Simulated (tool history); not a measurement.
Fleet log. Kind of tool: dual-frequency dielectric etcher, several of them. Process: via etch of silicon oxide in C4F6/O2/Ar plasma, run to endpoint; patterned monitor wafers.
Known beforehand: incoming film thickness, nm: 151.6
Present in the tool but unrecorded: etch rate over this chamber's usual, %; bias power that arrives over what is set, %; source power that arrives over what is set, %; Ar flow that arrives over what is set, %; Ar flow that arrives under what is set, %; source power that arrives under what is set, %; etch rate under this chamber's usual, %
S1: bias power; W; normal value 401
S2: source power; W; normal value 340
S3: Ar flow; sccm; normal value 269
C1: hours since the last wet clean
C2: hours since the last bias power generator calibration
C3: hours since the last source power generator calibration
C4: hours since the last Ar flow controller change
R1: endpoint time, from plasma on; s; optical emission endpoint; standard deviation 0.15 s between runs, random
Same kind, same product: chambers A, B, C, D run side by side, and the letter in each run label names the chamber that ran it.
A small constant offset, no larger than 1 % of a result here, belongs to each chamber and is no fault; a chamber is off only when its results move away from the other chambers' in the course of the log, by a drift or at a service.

Run 1B, hour 3.0: usual settings; C1 337.4; C2 2486.4; C3 3788.5; C4 4789.0. Result: R1 37.779 s.
Run 2A, hour 5.1: usual settings; C1 442.9; C2 1672.4; C3 2738.4; C4 5526.3. Result: R1 37.771 s.
Run 3C, hour 7.5: usual settings; C1 153.7; C2 920.9; C3 864.5; C4 2479.8. Result: R1 38.135 s.
Run 4D, hour 11.2: usual settings; C1 203.6; C2 1017.5; C3 1464.5; C4 1404.6. Result: R1 37.504 s.
Run 5A, hour 14.6: usual settings; C1 452.4; C2 1681.9; C3 2747.9; C4 5535.8. Result: R1 37.811 s.
Run 6D, hour 18.1: usual settings; C1 210.5; C2 1024.4; C3 1471.4; C4 1411.5. Result: R1 37.627 s.
Run 7B, hour 20.3: usual settings; C1 354.7; C2 2503.7; C3 3805.8; C4 4806.3. Result: R1 37.885 s.
Run 8C, hour 24.1: usual settings; C1 170.3; C2 937.5; C3 881.1; C4 2496.4. Result: R1 37.921 s.
At hour 24.4: chamber B: source power generator calibrated.
Run 9D, hour 26.3: usual settings; C1 218.7; C2 1032.6; C3 1479.6; C4 1419.7. Result: R1 37.890 s.
Run 10C, hour 30.2: usual settings; C1 176.4; C2 943.6; C3 887.2; C4 2502.5. Result: R1 37.695 s.
Run 11A, hour 34.1: usual settings; C1 471.9; C2 1701.4; C3 2767.4; C4 5555.3. Result: R1 37.535 s.
Run 12B, hour 38.2: usual settings; C1 372.6; C2 2521.6; C3 13.9; C4 4824.2. Result: R1 37.671 s.
Run 13C, hour 41.2: usual settings; C1 187.4; C2 954.6; C3 898.2; C4 2513.5. Result: R1 37.989 s.
Run 14B, hour 44.6: usual settings; C1 379.0; C2 2528.0; C3 20.3; C4 4830.6. Result: R1 37.871 s.
Run 15A, hour 47.9: usual settings; C1 485.7; C2 1715.2; C3 2781.2; C4 5569.1. Result: R1 37.877 s.
Run 16D, hour 49.9: usual settings but S1 339 W, S2 410 W; C1 242.3; C2 1056.2; C3 1503.2; C4 1443.3. Result: R1 38.186 s.
Run 17D, hour 53.0: usual settings but S1 339 W, S2 410 W; C1 245.4; C2 1059.3; C3 1506.3; C4 1446.4. Result: R1 38.109 s.
Run 18C, hour 56.1: usual settings but S1 339 W, S2 410 W; C1 202.3; C2 969.5; C3 913.1; C4 2528.4. Result: R1 37.458 s.
Run 19B, hour 57.9: usual settings but S1 339 W, S2 410 W; C1 392.3; C2 2541.3; C3 33.6; C4 4843.9. Result: R1 37.518 s.
Run 20A, hour 60.6: usual settings but S2 370 W, S3 325 sccm; C1 498.4; C2 1727.9; C3 2793.9; C4 5581.8. Result: R1 37.355 s.
Run 21A, hour 63.0: usual settings but S2 370 W, S3 325 sccm; C1 500.8; C2 1730.3; C3 2796.3; C4 5584.2. Result: R1 37.571 s.
Run 22D, hour 65.1: usual settings but S2 370 W, S3 325 sccm; C1 257.5; C2 1071.4; C3 1518.4; C4 1458.5. Result: R1 38.570 s.
Run 23B, hour 68.9: usual settings but S2 370 W, S3 325 sccm; C1 403.3; C2 2552.3; C3 44.6; C4 4854.9. Result: R1 37.067 s.
Run 24C, hour 70.8: usual settings; C1 217.0; C2 984.2; C3 927.8; C4 2543.1. Result: R1 37.752 s.
Run 25C, hour 72.9: usual settings but S1 305 W, S3 333 sccm; C1 219.1; C2 986.3; C3 929.9; C4 2545.2. Result: R1 42.916 s.
Run 26D, hour 76.9: usual settings but S1 305 W, S3 333 sccm; C1 269.3; C2 1083.2; C3 1530.2; C4 1470.3. Result: R1 44.493 s.

All chambers now run identical settings, listed one chamber a line with results as question marks. What results will each chamber show?
Run 27A, hour 79.9: usual settings. Result: R1 ?.
Run 27B, hour 79.9: usual settings. Result: R1 ?.
Run 27C, hour 79.9: usual settings. Result: R1 ?.
Run 27D, hour 79.9: usual settings. Result: R1 ?.

run      R1
27A  37.983
27B  37.843
27C  38.052
27D  39.529
